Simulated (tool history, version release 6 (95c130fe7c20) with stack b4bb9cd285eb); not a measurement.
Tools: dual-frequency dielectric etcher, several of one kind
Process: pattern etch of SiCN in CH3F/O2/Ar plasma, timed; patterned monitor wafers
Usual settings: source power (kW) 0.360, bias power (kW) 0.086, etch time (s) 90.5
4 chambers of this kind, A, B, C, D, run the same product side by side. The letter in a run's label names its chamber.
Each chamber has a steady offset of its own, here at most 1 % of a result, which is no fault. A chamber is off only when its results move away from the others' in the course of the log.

run   hour  source power (kW)  bias power (kW)  etch time (s)  hours since the last wet clean  hours since the last source power generator calibration  hours since the last bias power generator calibration  read-back reference wafer on the same gauge, depth_nm  mean etch depth across the wafer (angstrom)
 1D    3.8              0.360            0.086           90.5                            88.6                                                    125.4                                                  114.9                                                 32.103                                       345.81
 2B    8.5              0.360            0.086           90.5                           294.6                                                   1864.7                                                  413.6                                                 32.108                                       349.51
 3C   12.6              0.360            0.086           90.5                            64.3                                                    995.2                                                  543.9                                                 32.123                                       347.75
 4A   17.1              0.360            0.086           90.5                           330.1                                                   1583.6                                                 2919.2                                                 32.124                                       348.39
 5A   19.9              0.360            0.086           90.5                           332.9                                                   1586.4                                                 2922.0                                                 32.126                                       348.67
 6D   24.2              0.360            0.086           90.5                           109.0                                                    145.8                                                  135.3                                                 32.125                                       346.47
 7C   27.5              0.360            0.086           90.5                            79.2                                                   1010.1                                                  558.8                                                 32.143                                       347.96
 8B   31.4              0.360            0.086           90.5                           317.5                                                   1887.6                                                  436.5                                                 32.143                                       350.08
 9A   34.9              0.360            0.086           90.5                           347.9                                                   1601.4                                                 2937.0                                                 32.147                                       349.18
10C   38.9              0.360            0.069           90.5                            90.6                                                   1021.5                                                  570.2                                                 32.155                                       321.53
11D   41.2              0.360            0.069           90.5                           126.0                                                    162.8                                                  152.3                                                 32.162                                       320.82
12B   44.3              0.360            0.069           90.5                           330.4                                                   1900.5                                                  449.4                                                 32.150                                       323.75
13D   48.2              0.360            0.069           90.5                           133.0                                                    169.8                                                  159.3                                                 32.162                                       320.53
14B   52.6              0.360            0.086           90.5                           338.7                                                   1908.8                                                  457.7                                                 32.171                                       349.92
15A   57.2              0.360            0.086           90.5                           370.2                                                   1623.7                                                 2959.3                                                 32.180                                       348.71
16C   60.2              0.360            0.086           90.5                           111.9                                                   1042.8                                                  591.5                                                 32.174                                       348.90
17B   63.3              0.360            0.086           90.5                           349.4                                                   1919.5                                                  468.4                                                 32.191                                       350.27
18A   68.0              0.360            0.086           90.5                           381.0                                                   1634.5                                                 2970.1                                                 32.191                                       349.14
19D   70.3              0.360            0.086           90.5                           155.1                                                    191.9                                                  181.4                                                 32.198                                       347.83
20C   72.9              0.360            0.086           90.5                           124.6                                                   1055.5                                                  604.2                                                 32.200                                       348.62
21D   76.9              0.360            0.086           90.5                           161.7                                                    198.5                                                  188.0                                                 32.188                                       347.14
22B   81.0              0.360            0.086           90.5                           367.1                                                   1937.2                                                  486.1                                                 32.208                                       350.65
23A   84.6              0.360            0.086           90.5                           397.6                                                   1651.1                                                 2986.7                                                 32.209                                       350.40
24C   89.2              0.410            0.099           90.5                           140.9                                                   1071.8                                                  620.5                                                 32.210                                       386.59
25B   93.2              0.410            0.099           90.5                           379.3                                                   1949.4                                                  498.3                                                 32.219                                       387.93
26C   95.6              0.410            0.099           90.5                           147.3                                                   1078.2                                                  626.9                                                 32.224                                       386.36
27A   99.7              0.410            0.099           90.5                           412.7                                                   1666.2                                                 3001.8                                                 32.235                                       386.77
28D  103.8              0.390            0.086           90.5                           188.6                                                    225.4                                                  214.9                                                 32.236                                       358.40
29A  108.3              0.390            0.086           90.5                           421.3                                                   1674.8                                                 3010.4                                                 32.243                                       360.32

Next, every chamber runs the same settings. What will each give?
30A  111.8              0.310            0.086           90.5                                                                                                                                                                                                                                                   ?
30B  111.8              0.310            0.086           90.5                                                                                                                                                                                                                                                   ?
30C  111.8              0.310            0.086           90.5                                                                                                                                                                                                                                                   ?
30D  111.8              0.310            0.086           90.5                                                                                                                                                                                                                                                   ?

run  mean etch depth across the wafer (angstrom)
30A                                       332.33
30B                                       332.30
30C                                       330.95
30D                                       329.49

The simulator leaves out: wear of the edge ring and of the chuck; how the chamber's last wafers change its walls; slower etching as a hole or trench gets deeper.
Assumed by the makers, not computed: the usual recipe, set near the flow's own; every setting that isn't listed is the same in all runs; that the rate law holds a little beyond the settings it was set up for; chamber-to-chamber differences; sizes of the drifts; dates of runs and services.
